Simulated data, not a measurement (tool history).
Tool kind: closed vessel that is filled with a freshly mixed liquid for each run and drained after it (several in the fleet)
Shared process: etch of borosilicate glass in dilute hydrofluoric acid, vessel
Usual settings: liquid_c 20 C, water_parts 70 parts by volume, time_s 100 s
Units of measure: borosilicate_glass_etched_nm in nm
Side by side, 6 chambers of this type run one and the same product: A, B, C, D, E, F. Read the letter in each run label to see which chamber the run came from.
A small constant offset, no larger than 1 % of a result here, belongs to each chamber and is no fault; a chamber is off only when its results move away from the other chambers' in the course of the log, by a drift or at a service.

run	hour	liquid_c	water_parts	time_s	read-back film thickness of the borosilicate glass reference wafer, read on the same gauge (nm)	borosilicate_glass_etched_nm
1E	7.9	20	70	100	80.025	37.827
2F	15.5	20	70	100	79.978	39.451
# hour 18.8: chamber B: hydrofluoric acid flow meter replaced
3B	21.6	20	70	100	79.979	37.740
4D	28.2	20	70	100	79.960	38.048
5A	33.7	20	70	100	79.956	37.814
6C	39.1	20	85	50	79.985	15.550
7C	46.6	20	85	50	80.000	15.847
8E	53.9	20	85	50	79.988	15.326
9A	57.5	20	85	50	79.991	15.374
10F	62.7	20	85	50	79.996	15.603
# hour 69.7: chamber A: hydrofluoric acid flow meter replaced
11D	69.9	20	85	50	80.005	15.575
12B	75.2	20	70	100	80.036	37.662
13C	82.8	20	70	140	80.006	52.991
14A	89.5	20	70	140	79.994	53.967
15E	96.2	20	70	140	80.012	52.678
16B	104.0	20	70	140	80.038	53.434
17D	112.1	20	70	140	80.029	53.285
18F	119.0	20	70	140	80.018	53.200
19B	126.3	20	100	100	79.954	25.937
20D	133.8	20	100	100	79.990	26.095
21C	140.1	20	100	100	80.004	25.939
22F	146.0	20	100	100	79.932	26.404
23E	149.9	20	100	100	79.988	24.693
24A	156.6	20	100	100	79.978	26.289
25A	161.4	20	90	60	79.995	17.334
26E	165.1	20	90	60	80.011	16.614
27C	169.9	20	90	60	79.947	17.533
28B	177.0	20	90	60	80.038	17.559
29F	184.4	20	90	60	80.034	17.879
30D	190.0	20	90	60	79.977	17.588
31A	194.9	20	70	100	79.963	38.220
32C	199.5	20	70	100	79.964	38.361
33F	205.0	20	70	100	79.978	38.366
34E	209.4	20	70	100	80.071	35.198
35B	217.2	20	70	100	80.026	37.232
36D	224.6	20	70	100	80.003	38.494
37D	229.3	20	70	100	79.998	38.637
38E	233.3	20	70	100	80.036	35.064

All chambers now run identical settings, listed one chamber a line with results as question marks. What results will each chamber show?
39A	239.3	20	70	100		?
39B	239.3	20	70	100		?
39C	239.3	20	70	100		?
39D	239.3	20	70	100		?
39E	239.3	20	70	100		?
39F	239.3	20	70	100		?

run	borosilicate_glass_etched_nm
39A	37.711
39B	37.581
39C	38.909
39D	39.066
39E	35.502
39F	38.432
